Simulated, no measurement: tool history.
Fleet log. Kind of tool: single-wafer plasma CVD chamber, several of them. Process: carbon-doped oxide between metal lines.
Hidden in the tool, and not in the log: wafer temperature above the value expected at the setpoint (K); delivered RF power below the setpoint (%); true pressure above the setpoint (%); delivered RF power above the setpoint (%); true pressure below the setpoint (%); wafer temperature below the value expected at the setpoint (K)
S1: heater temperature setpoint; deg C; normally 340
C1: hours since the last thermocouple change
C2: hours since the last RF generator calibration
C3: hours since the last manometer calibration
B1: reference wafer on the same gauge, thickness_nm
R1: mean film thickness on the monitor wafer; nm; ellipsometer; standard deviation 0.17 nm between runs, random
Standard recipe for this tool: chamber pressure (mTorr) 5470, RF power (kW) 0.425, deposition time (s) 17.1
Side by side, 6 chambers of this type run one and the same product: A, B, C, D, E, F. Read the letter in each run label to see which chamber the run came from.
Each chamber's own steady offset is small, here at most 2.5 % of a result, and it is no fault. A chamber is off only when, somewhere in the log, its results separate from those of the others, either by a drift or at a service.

run 1E hour=5.3 | S1=340 chamber_pressure_(mTorr)=5470 RF_power_(kW)=0.425 deposition_time_(s)=17.1 | C1=765.2 C2=1789.1 C3=531.4 | B1=75.032 | R1=81.926
run 2C hour=12.3 | S1=340 chamber_pressure_(mTorr)=5470 RF_power_(kW)=0.425 deposition_time_(s)=17.1 | C1=899.1 C2=920.7 C3=226.4 | B1=74.988 | R1=82.056
run 3D hour=17.3 | S1=340 chamber_pressure_(mTorr)=5470 RF_power_(kW)=0.425 deposition_time_(s)=17.1 | C1=1714.9 C2=1439.3 C3=1000.6 | B1=75.052 | R1=81.702
-- hour=18.6 chamber A: RF generator calibrated
run 4B hour=24.8 | S1=340 chamber_pressure_(mTorr)=5470 RF_power_(kW)=0.425 deposition_time_(s)=17.1 | C1=927.2 C2=2828.1 C3=1388.8 | B1=75.007 | R1=81.505
run 5A hour=31.5 | S1=340 chamber_pressure_(mTorr)=5470 RF_power_(kW)=0.425 deposition_time_(s)=17.1 | C1=1522.7 C2=12.9 C3=1736.8 | B1=75.003 | R1=80.507
run 6F hour=37.8 | S1=340 chamber_pressure_(mTorr)=5470 RF_power_(kW)=0.425 deposition_time_(s)=17.1 | C1=1046.8 C2=255 C3=499.8 | B1=74.992 | R1=81.571
run 7A hour=42.8 | S1=340 chamber_pressure_(mTorr)=5470 RF_power_(kW)=0.425 deposition_time_(s)=17.1 | C1=1534 C2=24.2 C3=1748.1 | B1=74.973 | R1=80.888
run 8B hour=48.7 | S1=340 chamber_pressure_(mTorr)=5470 RF_power_(kW)=0.425 deposition_time_(s)=17.1 | C1=951.1 C2=2852 C3=1412.7 | B1=75.013 | R1=81.26
run 9F hour=52.2 | S1=340 chamber_pressure_(mTorr)=5470 RF_power_(kW)=0.425 deposition_time_(s)=17.1 | C1=1061.2 C2=269.4 C3=514.2 | B1=75.007 | R1=81.415
-- hour=53.9 chamber D: thermocouple changed; heater temperature recalibrated
run 10D hour=57.8 | S1=340 chamber_pressure_(mTorr)=5470 RF_power_(kW)=0.425 deposition_time_(s)=17.1 | C1=4 C2=1479.8 C3=1041.1 | B1=75.001 | R1=81.633
-- hour=58.5 chamber B: RF generator calibrated
run 11C hour=64.5 | S1=340 chamber_pressure_(mTorr)=5470 RF_power_(kW)=0.425 deposition_time_(s)=17.1 | C1=951.3 C2=972.9 C3=278.6 | B1=74.978 | R1=81.728
run 12E hour=69.4 | S1=329 chamber_pressure_(mTorr)=5470 RF_power_(kW)=0.425 deposition_time_(s)=13.9 | C1=829.3 C2=1853.2 C3=595.5 | B1=74.99 | R1=69.314
run 13B hour=76.7 | S1=329 chamber_pressure_(mTorr)=5470 RF_power_(kW)=0.425 deposition_time_(s)=13.9 | C1=979.1 C2=18.3 C3=1440.7 | B1=75.005 | R1=68.855
run 14D hour=80.7 | S1=329 chamber_pressure_(mTorr)=5470 RF_power_(kW)=0.425 deposition_time_(s)=13.9 | C1=26.9 C2=1502.7 C3=1064 | B1=75 | R1=69.242
run 15A hour=87.2 | S1=329 chamber_pressure_(mTorr)=5470 RF_power_(kW)=0.425 deposition_time_(s)=13.9 | C1=1578.4 C2=68.6 C3=1792.5 | B1=74.972 | R1=68.34
run 16E hour=91.9 | S1=329 chamber_pressure_(mTorr)=5470 RF_power_(kW)=0.425 deposition_time_(s)=13.9 | C1=851.8 C2=1875.7 C3=618 | B1=74.997 | R1=69.115
run 17F hour=96.5 | S1=329 chamber_pressure_(mTorr)=5470 RF_power_(kW)=0.425 deposition_time_(s)=13.9 | C1=1105.5 C2=313.7 C3=558.5 | B1=74.972 | R1=68.718
run 18C hour=100.5 | S1=340 chamber_pressure_(mTorr)=5470 RF_power_(kW)=0.425 deposition_time_(s)=17.1 | C1=987.3 C2=1008.9 C3=314.6 | B1=75.002 | R1=82.281
run 19D hour=106.6 | S1=340 chamber_pressure_(mTorr)=5470 RF_power_(kW)=0.425 deposition_time_(s)=17.1 | C1=52.8 C2=1528.6 C3=1089.9 | B1=74.995 | R1=81.48
run 20C hour=110.5 | S1=340 chamber_pressure_(mTorr)=6440 RF_power_(kW)=0.425 deposition_time_(s)=17.1 | C1=997.3 C2=1018.9 C3=324.6 | B1=75.022 | R1=83.451
run 21B hour=117.4 | S1=340 chamber_pressure_(mTorr)=6440 RF_power_(kW)=0.425 deposition_time_(s)=17.1 | C1=1019.8 C2=59 C3=1481.4 | B1=75.004 | R1=83.051
run 22A hour=121.2 | S1=340 chamber_pressure_(mTorr)=6440 RF_power_(kW)=0.425 deposition_time_(s)=17.1 | C1=1612.4 C2=102.6 C3=1826.5 | B1=74.979 | R1=82.061
run 23F hour=125.6 | S1=340 chamber_pressure_(mTorr)=6440 RF_power_(kW)=0.425 deposition_time_(s)=17.1 | C1=1134.6 C2=342.8 C3=587.6 | B1=74.981 | R1=83.114
run 24E hour=132.5 | S1=340 chamber_pressure_(mTorr)=6440 RF_power_(kW)=0.425 deposition_time_(s)=17.1 | C1=892.4 C2=1916.3 C3=658.6 | B1=75.015 | R1=83.276
run 25D hour=136.2 | S1=340 chamber_pressure_(mTorr)=6440 RF_power_(kW)=0.425 deposition_time_(s)=17.1 | C1=82.4 C2=1558.2 C3=1119.5 | B1=75.017 | R1=82.896
run 26B hour=140.5 | S1=340 chamber_pressure_(mTorr)=5470 RF_power_(kW)=0.425 deposition_time_(s)=17.1 | C1=1042.9 C2=82.1 C3=1504.5 | B1=74.994 | R1=81.365
run 27A hour=146 | S1=340 chamber_pressure_(mTorr)=5470 RF_power_(kW)=0.425 deposition_time_(s)=17.1 | C1=1637.2 C2=127.4 C3=1851.3 | B1=75.025 | R1=81.052
run 28C hour=151.4 | S1=340 chamber_pressure_(mTorr)=5470 RF_power_(kW)=0.425 deposition_time_(s)=17.1 | C1=1038.2 C2=1059.8 C3=365.5 | B1=74.994 | R1=82.249
run 29E hour=154.8 | S1=340 chamber_pressure_(mTorr)=5470 RF_power_(kW)=0.425 deposition_time_(s)=17.1 | C1=914.7 C2=1938.6 C3=680.9 | B1=75.012 | R1=81.774
-- hour=157.1 chamber A: thermocouple changed; heater temperature recalibrated
run 30F hour=161.3 | S1=340 chamber_pressure_(mTorr)=5470 RF_power_(kW)=0.425 deposition_time_(s)=17.1 | C1=1170.3 C2=378.5 C3=623.3 | B1=75.034 | R1=81.282
run 31C hour=167.7 | S1=340 chamber_pressure_(mTorr)=5470 RF_power_(kW)=0.425 deposition_time_(s)=17.1 | C1=1054.5 C2=1076.1 C3=381.8 | B1=74.979 | R1=81.993
run 32A hour=174.8 | S1=340 chamber_pressure_(mTorr)=5470 RF_power_(kW)=0.425 deposition_time_(s)=17.1 | C1=17.7 C2=156.2 C3=1880.1 | B1=74.995 | R1=80.575
run 33B hour=182.2 | S1=332 chamber_pressure_(mTorr)=5470 RF_power_(kW)=0.425 deposition_time_(s)=18.8 | C1=1084.6 C2=123.8 C3=1546.2 | B1=75.003 | R1=91.658
run 34D hour=187.8 | S1=332 chamber_pressure_(mTorr)=5470 RF_power_(kW)=0.425 deposition_time_(s)=18.8 | C1=134 C2=1609.8 C3=1171.1 | B1=74.975 | R1=92.237
-- hour=190.2 chamber D: RF generator calibrated
run 35E hour=193.7 | S1=332 chamber_pressure_(mTorr)=5470 RF_power_(kW)=0.425 deposition_time_(s)=18.8 | C1=953.6 C2=1977.5 C3=719.8 | B1=75.009 | R1=92.245
run 36F hour=200.2 | S1=332 chamber_pressure_(mTorr)=5470 RF_power_(kW)=0.425 deposition_time_(s)=18.8 | C1=1209.2 C2=417.4 C3=662.2 | B1=75.02 | R1=91.751
run 37C hour=206 | S1=332 chamber_pressure_(mTorr)=5470 RF_power_(kW)=0.425 deposition_time_(s)=18.8 | C1=1092.8 C2=1114.4 C3=420.1 | B1=74.986 | R1=92.339
run 38D hour=211.7 | S1=332 chamber_pressure_(mTorr)=5470 RF_power_(kW)=0.425 deposition_time_(s)=18.8 | C1=157.9 C2=21.5 C3=1195 | B1=75.027 | R1=91.642
run 39F hour=216.9 | S1=340 chamber_pressure_(mTorr)=6150 RF_power_(kW)=0.425 deposition_time_(s)=16 | C1=1225.9 C2=434.1 C3=678.9 | B1=74.975 | R1=77.493
run 40A hour=221.7 | S1=340 chamber_pressure_(mTorr)=6150 RF_power_(kW)=0.425 deposition_time_(s)=16 | C1=64.6 C2=203.1 C3=1927 | B1=74.983 | R1=76.553

Next, all 6 chambers run the settings below, one line each with question marks for the results. What does each chamber give?
run 41A hour=227 | S1=340 chamber_pressure_(mTorr)=5470 RF_power_(kW)=0.425 deposition_time_(s)=17.1 | R1=?
run 41B hour=227 | S1=340 chamber_pressure_(mTorr)=5470 RF_power_(kW)=0.425 deposition_time_(s)=17.1 | R1=?
run 41C hour=227 | S1=340 chamber_pressure_(mTorr)=5470 RF_power_(kW)=0.425 deposition_time_(s)=17.1 | R1=?
run 41D hour=227 | S1=340 chamber_pressure_(mTorr)=5470 RF_power_(kW)=0.425 deposition_time_(s)=17.1 | R1=?
run 41E hour=227 | S1=340 chamber_pressure_(mTorr)=5470 RF_power_(kW)=0.425 deposition_time_(s)=17.1 | R1=?
run 41F hour=227 | S1=340 chamber_pressure_(mTorr)=5470 RF_power_(kW)=0.425 deposition_time_(s)=17.1 | R1=?

run=41A R1=80.527
run=41B R1=81.559
run=41C R1=81.926
run=41D R1=81.625
run=41E R1=81.849
run=41F R1=81.42
